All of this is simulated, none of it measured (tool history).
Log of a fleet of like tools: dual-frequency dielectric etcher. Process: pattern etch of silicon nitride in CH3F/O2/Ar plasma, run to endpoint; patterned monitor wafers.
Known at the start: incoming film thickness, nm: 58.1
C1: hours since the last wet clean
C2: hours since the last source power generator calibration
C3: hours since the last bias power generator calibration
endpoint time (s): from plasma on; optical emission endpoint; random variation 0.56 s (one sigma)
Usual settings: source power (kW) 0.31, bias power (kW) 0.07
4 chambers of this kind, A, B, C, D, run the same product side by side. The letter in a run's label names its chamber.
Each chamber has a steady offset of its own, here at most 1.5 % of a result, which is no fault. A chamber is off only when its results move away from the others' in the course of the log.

Run 1B, hour 7: usual settings; C1 320.5; C2 3659.9; C3 1326.1. Result: endpoint time (s) 94.397.
Run 2A, hour 15.6: usual settings; C1 433.6; C2 886.5; C3 2048.7. Result: endpoint time (s) 93.037.
Run 3D, hour 21.6: usual settings; C1 197.2; C2 895.9; C3 2849.3. Result: endpoint time (s) 94.001.
Run 4C, hour 27.5: usual settings; C1 124.3; C2 920.5; C3 579.2. Result: endpoint time (s) 93.197.
Run 5B, hour 33.7: usual settings; C1 347.2; C2 3686.6; C3 1352.8. Result: endpoint time (s) 94.199.
At hour 33.8: chamber B: wet clean of the chamber.
Run 6D, hour 40.4: usual settings; C1 216; C2 914.7; C3 2868.1. Result: endpoint time (s) 94.766.
Run 7C, hour 45.3: usual settings; C1 142.1; C2 938.3; C3 597. Result: endpoint time (s) 92.838.
Run 8A, hour 49.9: usual settings; C1 467.9; C2 920.8; C3 2083. Result: endpoint time (s) 92.836.
Run 9C, hour 58: usual settings; C1 154.8; C2 951; C3 609.7. Result: endpoint time (s) 92.808.
Run 10B, hour 63.5: usual settings; C1 29.7; C2 3716.4; C3 1382.6. Result: endpoint time (s) 94.389.
Run 11A, hour 71.4: usual settings; C1 489.4; C2 942.3; C3 2104.5. Result: endpoint time (s) 93.23.
Run 12D, hour 79.3: usual settings; C1 254.9; C2 953.6; C3 2907. Result: endpoint time (s) 95.662.
Run 13D, hour 83.8: usual settings; C1 259.4; C2 958.1; C3 2911.5. Result: endpoint time (s) 94.838.
Run 14A, hour 88.2: usual settings but source power (kW) 0.23; C1 506.2; C2 959.1; C3 2121.3. Result: endpoint time (s) 105.01.
Run 15C, hour 96.1: usual settings but source power (kW) 0.23; C1 192.9; C2 989.1; C3 647.8. Result: endpoint time (s) 104.13.
Run 16B, hour 104.7: usual settings but source power (kW) 0.23; C1 70.9; C2 3757.6; C3 1423.8. Result: endpoint time (s) 106.19.
Run 17A, hour 114.1: usual settings but source power (kW) 0.23; C1 532.1; C2 985; C3 2147.2. Result: endpoint time (s) 105.57.
Run 18C, hour 120: usual settings; C1 216.8; C2 1013; C3 671.7. Result: endpoint time (s) 92.152.
Run 19B, hour 125.9: usual settings; C1 92.1; C2 3778.8; C3 1445. Result: endpoint time (s) 94.697.
Run 20D, hour 133.8: usual settings; C1 309.4; C2 1008.1; C3 2961.5. Result: endpoint time (s) 96.747.
Run 21C, hour 138.7: usual settings but source power (kW) 0.26; C1 235.5; C2 1031.7; C3 690.4. Result: endpoint time (s) 99.852.
Run 22B, hour 148.5: usual settings but source power (kW) 0.26; C1 114.7; C2 3801.4; C3 1467.6. Result: endpoint time (s) 101.02.
Run 23A, hour 154.8: usual settings but source power (kW) 0.26; C1 572.8; C2 1025.7; C3 2187.9. Result: endpoint time (s) 100.98.
Run 24D, hour 159.9: usual settings but source power (kW) 0.26; C1 335.5; C2 1034.2; C3 2987.6. Result: endpoint time (s) 104.99.

What goes on in this fleet: one chamber off, a drifting gauge, or nothing beyond the chambers' own small offsets? Name the chamber and the cause, if any.

Chamber D drifts away from the others.
Cause: etch rate under this chamber's usual, % = 5.03.

Here are 4 candidates for chamber D's next run, each the usual settings with a change, their results left as question marks. Which one brings its results back in line with what the others give on the usual settings?
In line means no further than this from the other chambers' mean on the usual settings: endpoint time (s) 2
Run 25D-1, hour 167: usual settings but source power (kW) 0.33, bias power (kW) 0.074. Result: endpoint time (s) ?.
Run 25D-2, hour 167: usual settings but source power (kW) 0.32. Result: endpoint time (s) ?.
Run 25D-3, hour 167: usual settings but source power (kW) 0.27. Result: endpoint time (s) ?.
Run 25D-4, hour 167: usual settings but bias power (kW) 0.068. Result: endpoint time (s) ?.

The other chambers' mean on the usual settings: endpoint time (s) 93.771
  run  endpoint time (s)
25D-1             94.478
25D-2             97.439
25D-3             103.79
25D-4             99.597
25D-1 brings the chamber back in line.
